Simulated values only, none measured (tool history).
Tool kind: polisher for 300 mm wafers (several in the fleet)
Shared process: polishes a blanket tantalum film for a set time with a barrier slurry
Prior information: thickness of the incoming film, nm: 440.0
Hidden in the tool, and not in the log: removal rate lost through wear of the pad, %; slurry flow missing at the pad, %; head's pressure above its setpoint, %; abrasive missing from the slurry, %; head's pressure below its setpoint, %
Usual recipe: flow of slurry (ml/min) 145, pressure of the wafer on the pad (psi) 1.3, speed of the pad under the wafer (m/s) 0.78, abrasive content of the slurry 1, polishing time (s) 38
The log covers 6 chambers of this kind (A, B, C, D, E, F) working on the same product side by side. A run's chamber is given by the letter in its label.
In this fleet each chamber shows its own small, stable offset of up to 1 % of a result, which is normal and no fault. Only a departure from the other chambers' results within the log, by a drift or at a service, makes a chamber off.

run	hour	flow of slurry (ml/min)	pressure of the wafer on the pad (psi)	speed of the pad under the wafer (m/s)	abrasive content of the slurry	polishing time (s)	wafers polished on this pad	hours since the slurry nozzle was cleaned	hours since the head pressure was calibrated	hours since the slurry blender was calibrated	film removed (nm)
# hour 0.2: chamber B: slurry blender recalibrated
# hour 6.2: chamber B: worn pad replaced by a new one
1F	6.4	145	1.3	0.78	1	38	820	112.4	637.6	288.3	31.125
# hour 15.2: chamber E: slurry nozzle cleaned
2B	17.7	145	1.3	0.78	1	38	126	407.6	509.1	17.6	31.338
# hour 29.5: chamber F: worn pad replaced by a new one
3E	31.7	145	1.3	0.78	1	38	567	16.5	241.1	291.2	31.555
# hour 32.9: chamber E: slurry blender recalibrated
# hour 42.9: chamber C: worn pad replaced by a new one
4A	44.1	145	1.3	0.78	1	38	756	73.5	81.3	48	32.068
5D	52	100	1.3	0.78	1.15	38	991	447.8	623.4	192.8	30.475
# hour 55.1: chamber E: worn pad replaced by a new one
# hour 62.3: chamber D: worn pad replaced by a new one
6C	65.9	100	1.3	0.78	1.15	38	253	753.8	809.3	267.7	30.317
7B	74.6	100	1.3	0.78	1.15	38	751	464.5	566	74.5	30.353
8D	81.8	100	1.3	0.78	1.15	38	214	477.6	653.2	222.6	30.297
9F	90.6	100	1.3	0.78	1.15	38	670	196.6	721.8	372.5	29.466
# hour 95.1: chamber A: worn pad replaced by a new one
# hour 101.4: chamber B: worn pad replaced by a new one
10C	103.4	100	1.3	0.78	1.15	38	664	791.3	846.8	305.2	30.259
# hour 105.2: chamber B: slurry blender recalibrated
11A	116.8	145	1.3	0.78	1	38	238	146.2	154	120.7	31.593
# hour 128.5: chamber E: worn pad replaced by a new one
# hour 128.5: chamber C: worn pad replaced by a new one
12E	128.9	145	1.3	0.78	1	38	4	113.7	338.3	96.1	32.217
13A	135.8	95	1.3	0.62	1	38	447	165.2	173	139.7	22.084
# hour 137: chamber F: worn pad replaced by a new one
14C	143.6	95	1.3	0.62	1	38	165	831.5	887	345.4	22.754
# hour 148.3: chamber D: worn pad replaced by a new one
# hour 150.7: chamber F: slurry blender recalibrated
# hour 151.9: chamber A: slurry blender recalibrated
15F	154.3	95	1.3	0.62	1	38	190	260.3	785.5	3.6	22.799
# hour 155.7: chamber C: slurry nozzle cleaned
16E	165.5	95	1.3	0.62	1	38	406	150.3	374.9	132.7	22.813
17D	174	95	1.3	0.62	1	38	282	569.8	745.4	314.8	21.871
18B	184	95	1.3	0.62	1	38	906	573.9	675.4	78.8	22.308
# hour 186.1: chamber C: head pressure recalibrated
# hour 194: chamber C: slurry blender recalibrated
# hour 195.1: chamber A: worn pad replaced by a new one
# hour 195.4: chamber B: worn pad replaced by a new one
19B	196.3	145	1.3	0.78	1	38	10	586.2	687.7	91.1	31.685
# hour 203.8: chamber C: worn pad replaced by a new one
20A	207.5	145	1.3	0.78	1	38	136	236.9	244.7	55.6	31.971
# hour 215.3: chamber E: worn pad replaced by a new one
21F	219.3	145	1.3	0.78	1	38	903	325.3	850.5	68.6	31.316
22C	229.2	145	1.3	0.78	1	38	278	73.6	43.1	35.2	32.182
# hour 236.7: chamber B: slurry blender recalibrated
23D	239.9	145	1.3	0.56	1	38	1005	635.7	811.3	380.7	21.223
# hour 242.8: chamber D: worn pad replaced by a new one
# hour 246.1: chamber F: worn pad replaced by a new one
24E	248.2	145	1.3	0.56	1	38	361	233	457.6	215.4	22.511
25F	262.7	145	1.3	0.56	1	38	182	368.7	893.9	112	22.287
# hour 269.9: chamber B: worn pad replaced by a new one
# hour 270.4: chamber E: slurry blender recalibrated
26D	270.8	145	1.3	0.56	1	38	307	666.6	842.2	411.6	21.529
# hour 280.1: chamber E: slurry nozzle cleaned
27C	282	145	1.3	0.56	1	38	858	126.4	95.9	88	22.859
# hour 291.6: chamber A: slurry blender recalibrated
28A	293.7	145	1.3	0.56	1	38	1082	323.1	330.9	2.1	22.353
# hour 295.3: chamber C: worn pad replaced by a new one
# hour 296.7: chamber E: worn pad replaced by a new one
# hour 302: chamber A: worn pad replaced by a new one
29B	305	145	1.3	0.78	1	38	385	694.9	796.4	68.4	31.068
30E	319.1	145	1.3	0.78	1	38	245	39	528.5	48.8	31.42
# hour 324: chamber B: slurry nozzle cleaned
# hour 325.1: chamber D: slurry nozzle cleaned
31F	331.7	145	1.3	0.78	1	30	939	437.7	962.9	181	24.609
# hour 334.9: chamber D: worn pad replaced by a new one
32C	340.1	145	1.3	0.78	1	30	491	184.5	154	146.1	24.576
# hour 344.9: chamber B: worn pad replaced by a new one
33E	349.5	145	1.3	0.78	1	30	579	69.4	558.9	79.2	24.417
# hour 356.4: chamber B: slurry blender recalibrated
34D	359.3	145	1.3	0.78	1	30	268	34.2	930.7	500.1	22.749
# hour 362.7: chamber F: worn pad replaced by a new one
# hour 368.9: chamber C: worn pad replaced by a new one
# hour 372.7: chamber E: worn pad replaced by a new one
35B	373.9	145	1.3	0.78	1	30	318	49.9	865.3	17.5	24.923
36A	388.2	145	1.3	0.78	1	30	946	417.6	425.4	96.6	25.419
37F	396	145	1.3	0.78	1	38	365	502	1027.2	245.3	30.587
38E	403.4	145	1.3	0.78	1	38	337	123.3	612.8	133.1	31.429
39C	416.7	145	1.3	0.78	1	38	525	261.1	230.6	222.7	32.67

Predict what each chamber gives when all 6 of them run the settings below next.
40A	427.1	145	1.3	0.78	1	38					?
40B	427.1	145	1.3	0.78	1	38					?
40C	427.1	145	1.3	0.78	1	38					?
40D	427.1	145	1.3	0.78	1	38					?
40E	427.1	145	1.3	0.78	1	38					?
40F	427.1	145	1.3	0.78	1	38					?

run	film removed (nm)
40A	31.577
40B	30.32
40C	31.202
40D	28.616
40E	32.11
40F	30.753
